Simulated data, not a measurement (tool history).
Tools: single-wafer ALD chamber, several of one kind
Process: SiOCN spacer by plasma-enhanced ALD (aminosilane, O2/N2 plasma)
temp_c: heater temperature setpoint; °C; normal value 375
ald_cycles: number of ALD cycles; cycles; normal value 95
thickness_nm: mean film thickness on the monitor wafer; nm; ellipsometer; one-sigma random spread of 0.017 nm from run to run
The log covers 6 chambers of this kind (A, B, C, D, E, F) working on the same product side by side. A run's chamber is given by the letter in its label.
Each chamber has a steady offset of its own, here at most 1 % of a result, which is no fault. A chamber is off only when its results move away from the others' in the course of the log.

run	day	temp_c	ald_cycles	read-back reference wafer on the same gauge, thickness_nm	thickness_nm
1F	0.2	375	95	6.8218	5.6942
2C	0.438	375	95	6.8167	5.7158
3A	0.65	375	95	6.8245	5.7658
4B	0.8	375	95	6.8217	5.6934
5E	1.125	375	95	6.8207	5.7505
6D	1.338	375	95	6.8204	5.7693
7B	1.558	375	95	6.8164	5.7117
8F	1.712	375	95	6.8206	5.6906
9E	2.029	361	81	6.8204	4.8961
10A	2.362	361	81	6.8171	4.8952
11D	2.658	361	81	6.8197	4.923
12C	2.992	361	81	6.8193	4.8599
13D	3.183	361	81	6.8194	4.9161
14C	3.354	361	81	6.8243	4.8373
15F	3.5	375	95	6.8194	5.686
16E	3.758	375	95	6.8167	5.7724
17B	3.967	375	95	6.8205	5.6902
18A	4.15	375	95	6.8198	5.7453
19E	4.338	375	95	6.8239	5.7408
20A	4.483	375	83	6.8215	5.0212
21C	4.796	375	83	6.8203	4.997
22F	5.054	375	83	6.8187	4.9967
23D	5.254	375	83	6.8195	5.014
24B	5.425	375	83	6.8203	4.9964
25B	5.721	375	83	6.8202	4.985
26C	6.004	375	95	6.8228	5.7002
27D	6.275	375	95	6.8161	5.7787
28F	6.6	375	95	6.8183	5.7069
29E	6.817	368	102	6.8156	6.133
30A	7.058	368	102	6.8236	6.1507
31E	7.325	368	102	6.8196	6.1993
32B	7.471	368	102	6.8192	6.1108
33D	7.733	368	102	6.8184	6.1796
34A	7.992	368	102	6.819	6.1492
35F	8.154	375	95	6.819	5.7242
36C	8.454	375	95	6.8204	5.7019
37E	8.783	375	95	6.8235	5.74
38D	9.058	375	95	6.821	5.736
39A	9.317	375	95	6.8205	5.7405
40B	9.6	375	95	6.8182	5.7245

All 6 chambers run these settings next. Forecast each chamber's results:
41A	9.842	375	113		?
41B	9.842	375	113		?
41C	9.842	375	113		?
41D	9.842	375	113		?
41E	9.842	375	113		?
41F	9.842	375	113		?

run	thickness_nm
41A	6.8202
41B	6.7683
41C	6.7791
41D	6.8478
41E	6.8523
41F	6.794
